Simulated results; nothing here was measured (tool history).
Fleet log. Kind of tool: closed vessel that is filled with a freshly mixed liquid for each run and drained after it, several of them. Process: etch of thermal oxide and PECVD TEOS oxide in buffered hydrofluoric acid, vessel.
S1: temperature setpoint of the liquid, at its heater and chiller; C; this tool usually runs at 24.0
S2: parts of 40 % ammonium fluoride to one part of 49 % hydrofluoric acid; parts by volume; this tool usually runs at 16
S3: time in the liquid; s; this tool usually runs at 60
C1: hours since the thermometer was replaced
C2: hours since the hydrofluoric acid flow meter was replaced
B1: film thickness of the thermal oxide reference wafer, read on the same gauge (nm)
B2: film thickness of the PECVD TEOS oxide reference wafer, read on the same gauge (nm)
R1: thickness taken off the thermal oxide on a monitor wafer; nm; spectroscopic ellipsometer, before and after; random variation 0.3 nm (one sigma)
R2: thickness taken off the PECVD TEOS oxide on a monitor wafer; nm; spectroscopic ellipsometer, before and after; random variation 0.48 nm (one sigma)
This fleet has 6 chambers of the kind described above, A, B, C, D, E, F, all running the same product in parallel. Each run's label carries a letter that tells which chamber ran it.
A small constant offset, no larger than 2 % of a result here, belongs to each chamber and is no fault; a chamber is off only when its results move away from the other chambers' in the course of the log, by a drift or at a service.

run   hour    S1  S2  S3      C1      C2      B1      B2      R1      R2
 1F    7.8  24.0  16  60  1113.9   997.8  69.983  49.978  44.823  47.707
 2C   19.3  24.0  16  60  1294.2   907.6  69.982  50.013  43.483  49.450
 3E   28.4  24.0  16  60   159.1   313.7  70.001  50.000  43.648  47.802
 4D   35.4  24.0  16  60  1333.1   586.5  69.992  50.001  44.386  49.140
 5A   45.6  24.0  16  60   525.9   315.7  70.016  50.068  43.568  47.269
 6B   53.6  24.0  16  60  2114.6   113.9  70.028  49.982  44.397  47.693
 7D   62.1  24.0  16  60  1359.8   613.2  69.950  50.006  43.856  48.829
      72.2  -- chamber C: hydrofluoric acid flow meter replaced
 8A   74.6  24.0  16  60   554.9   344.7  69.995  50.023  44.180  47.915
 9C   84.8  24.0  16  60  1359.7    12.7  69.985  50.017  43.744  48.489
10B   94.3  24.0  16  60  2155.3   154.6  69.968  49.969  44.307  48.740
11F  104.5  24.0  16  60  1210.6  1094.5  69.984  50.016  44.182  48.530
12E  113.4  24.0  16  60   244.1   398.7  69.964  50.064  43.744  46.912
13B  122.5  24.0  16  85  2183.5   182.8  70.009  50.021  61.987  70.133
     136.6  -- chamber F: thermometer replaced
14A  137.1  24.0  16  85   617.4   407.2  70.028  49.998  62.218  67.026
15C  147.6  24.0  16  85  1422.5    75.5  70.045  50.036  62.025  68.248
16E  156.0  24.0  16  85   286.7   441.3  69.978  49.982  61.338  68.620
17F  165.3  24.0  16  85    28.7  1155.3  70.026  49.970  62.393  68.758
18D  180.2  24.0  16  85  1477.9   731.3  70.008  49.998  61.982  69.421
     185.7  -- chamber A: hydrofluoric acid flow meter replaced
19D  195.0  24.0  16  60  1492.7   746.1  70.039  49.993  44.315  48.796
20C  206.3  24.0  16  60  1481.2   134.2  69.984  50.032  43.756  48.892
21A  221.7  24.0  16  60   702.0    36.0  69.980  49.995  43.509  47.514
22E  230.2  24.0  16  60   360.9   515.5  69.995  50.007  43.615  48.788
23B  237.2  24.0  16  60  2298.2   297.5  69.978  50.005  44.200  48.078
24F  249.9  24.0  16  60   113.3  1239.9  69.996  50.004  44.230  48.421
25A  257.5  24.0  16  60   737.8    71.8  69.979  49.989  43.940  46.183
26B  270.5  24.0  16  60  2331.5   330.8  69.979  50.037  44.106  48.049
     273.6  -- chamber B: thermometer replaced
27E  281.7  24.0  16  60   412.4   567.0  70.005  49.992  43.076  47.758
28D  294.5  24.0  16  60  1592.2   845.6  69.988  49.985  43.882  48.149
29F  303.4  24.0  16  60   166.8  1293.4  70.024  49.974  44.501  48.532
30C  311.9  24.0  16  60  1586.8   239.8  70.026  50.035  43.715  48.076
31C  320.7  24.0  16  60  1595.6   248.6  69.966  50.028  43.775  48.302
32B  329.2  24.0  16  60    55.6   389.5  70.031  49.996  44.099  48.535
33A  343.0  24.0  16  60   823.3   157.3  69.970  49.992  44.485  47.023
34D  353.5  26.5  16  60  1651.2   904.6  69.998  49.993  50.035  55.038
35F  363.2  26.5  16  60   226.6  1353.2  70.011  49.989  50.129  55.195
36E  371.7  26.5  16  60   502.4   657.0  69.994  50.027  49.312  54.555
37F  380.1  26.5  16  60   243.5  1370.1  70.036  50.004  50.560  55.372
38B  390.4  26.5  16  60   116.8   450.7  69.989  50.010  50.970  55.037
39C  402.6  26.5  16  60  1677.5   330.5  69.998  50.013  49.391  54.939
40D  416.0  24.0  16  60  1713.7   967.1  70.012  49.983  44.469  49.584

Read the log: is a single chamber off, either drifting away or since a service, is the gauge that measures every chamber drifting, or is nothing wrong beyond small per-chamber offsets? Name any odd chamber and what most likely caused it.

The fleet is healthy, with each chamber sitting at its usual small offset and no drift in the gauge.
